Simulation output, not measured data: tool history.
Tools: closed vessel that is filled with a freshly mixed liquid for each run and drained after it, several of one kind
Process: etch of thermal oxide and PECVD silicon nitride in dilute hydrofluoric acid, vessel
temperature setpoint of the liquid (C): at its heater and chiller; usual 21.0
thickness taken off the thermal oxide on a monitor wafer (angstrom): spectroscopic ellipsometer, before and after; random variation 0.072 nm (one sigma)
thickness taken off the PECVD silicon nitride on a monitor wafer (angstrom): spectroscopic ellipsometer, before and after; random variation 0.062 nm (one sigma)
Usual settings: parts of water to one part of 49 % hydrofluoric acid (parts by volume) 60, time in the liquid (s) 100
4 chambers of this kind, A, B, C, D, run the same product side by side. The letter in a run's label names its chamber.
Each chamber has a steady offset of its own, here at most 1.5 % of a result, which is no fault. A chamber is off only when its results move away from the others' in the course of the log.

run   hour  temperature setpoint of the liquid (C)  parts of water to one part of 49 % hydrofluoric acid (parts by volume)  time in the liquid (s)  read-back film thickness of the thermal oxide reference wafer, read on the same gauge (nm)  read-back film thickness of the PECVD silicon nitride reference wafer, read on the same gauge (nm)  thickness taken off the thermal oxide on a monitor wafer (angstrom)  thickness taken off the PECVD silicon nitride on a monitor wafer (angstrom)
 1C    9.3                                    21.0                                                                      60                     100                                                                                      80.004                                                                                              40.013                                                               74.324                                                                       78.177
      12.4  -- chamber A: thermometer replaced
 2D   14.5                                    21.0                                                                      60                     100                                                                                      80.001                                                                                              40.001                                                               74.606                                                                       76.517
 3A   20.4                                    21.0                                                                      60                     100                                                                                      80.036                                                                                              39.983                                                               76.211                                                                       76.184
 4B   25.8                                    21.0                                                                      60                     100                                                                                      80.008                                                                                              39.975                                                               74.723                                                                       76.226
 5A   34.3                                    21.0                                                                      60                     100                                                                                      80.019                                                                                              39.969                                                               75.234                                                                       77.000
 6D   39.9                                    21.0                                                                      60                     100                                                                                      80.028                                                                                              40.022                                                               74.921                                                                       76.421
 7B   49.9                                    21.0                                                                      60                     100                                                                                      80.012                                                                                              39.987                                                               72.892                                                                       75.837
 8C   60.0                                    21.0                                                                      60                     100                                                                                      79.992                                                                                              40.017                                                               74.322                                                                       77.570
 9B   65.5                                    21.0                                                                      60                     100                                                                                      80.008                                                                                              40.000                                                               74.085                                                                       75.882
10A   74.4                                    22.5                                                                      60                     100                                                                                      79.994                                                                                              39.973                                                               80.891                                                                       85.047
11C   80.0                                    22.5                                                                      60                     100                                                                                      79.956                                                                                              39.993                                                               79.998                                                                       84.234
12D   85.0                                    22.5                                                                      60                     100                                                                                      80.053                                                                                              40.003                                                               78.632                                                                       84.769
13C   91.1                                    22.5                                                                      60                     100                                                                                      79.983                                                                                              40.018                                                               79.114                                                                       86.426
14A   99.2                                    21.0                                                                      60                     100                                                                                      79.972                                                                                              40.003                                                               74.482                                                                       76.635
     102.5  -- chamber C: thermometer replaced
15D  104.3                                    21.0                                                                      60                     100                                                                                      79.987                                                                                              40.013                                                               74.962                                                                       76.551
16B  113.2                                    21.0                                                                      60                     100                                                                                      80.038                                                                                              40.025                                                               73.827                                                                       75.815
17B  122.4                                    21.0                                                                      60                     100                                                                                      80.007                                                                                              39.995                                                               74.078                                                                       75.550
     124.7  -- chamber A: hydrofluoric acid flow meter replaced
18C  130.1                                    21.0                                                                      60                     100                                                                                      79.974                                                                                              39.971                                                               75.001                                                                       78.451
19D  136.0                                    21.0                                                                      60                     100                                                                                      79.994                                                                                              40.049                                                               74.939                                                                       76.120
20A  145.5                                    21.0                                                                      60                     100                                                                                      80.039                                                                                              40.001                                                               76.114                                                                       76.643
21B  151.3                                    21.0                                                                      60                     150                                                                                      80.003                                                                                              40.010                                                              111.450                                                                      114.910
22D  156.6                                    21.0                                                                      60                     150                                                                                      80.025                                                                                              39.995                                                              113.000                                                                      114.690
23A  161.6                                    21.0                                                                      60                     150                                                                                      79.992                                                                                              40.010                                                              112.290                                                                      113.540
24C  167.1                                    21.0                                                                      60                     150                                                                                      79.964                                                                                              40.007                                                              114.850                                                                      115.310
25B  174.8                                    21.0                                                                      60                     100                                                                                      80.007                                                                                              40.018                                                               72.476                                                                       76.222
26D  180.1                                    21.0                                                                      60                     100                                                                                      80.015                                                                                              40.017                                                               73.743                                                                       76.059
27A  187.3                                    21.0                                                                      45                     100                                                                                      80.007                                                                                              40.014                                                              102.830                                                                      100.780
28C  197.7                                    21.0                                                                      45                     100                                                                                      80.009                                                                                              40.002                                                              103.610                                                                      102.690
29B  203.8                                    21.0                                                                      45                     100                                                                                      79.994                                                                                              40.014                                                              101.660                                                                      100.860
30C  212.1                                    21.0                                                                      45                     100                                                                                      80.031                                                                                              40.008                                                              101.250                                                                      102.140

Next, every chamber runs the same settings. What will each give?
31A  219.6                                    21.0                                                                      60                     100                                                                                                                                                                                                                                                                    ?                                                                            ?
31B  219.6                                    21.0                                                                      60                     100                                                                                                                                                                                                                                                                    ?                                                                            ?
31C  219.6                                    21.0                                                                      60                     100                                                                                                                                                                                                                                                                    ?                                                                            ?
31D  219.6                                    21.0                                                                      60                     100                                                                                                                                                                                                                                                                    ?                                                                            ?

run  thickness taken off the thermal oxide on a monitor wafer (angstrom)  thickness taken off the PECVD silicon nitride on a monitor wafer (angstrom)
31A                                                               76.891                                                                       77.845
31B                                                               73.773                                                                       75.475
31C                                                               75.156                                                                       78.183
31D                                                               75.509                                                                       77.539

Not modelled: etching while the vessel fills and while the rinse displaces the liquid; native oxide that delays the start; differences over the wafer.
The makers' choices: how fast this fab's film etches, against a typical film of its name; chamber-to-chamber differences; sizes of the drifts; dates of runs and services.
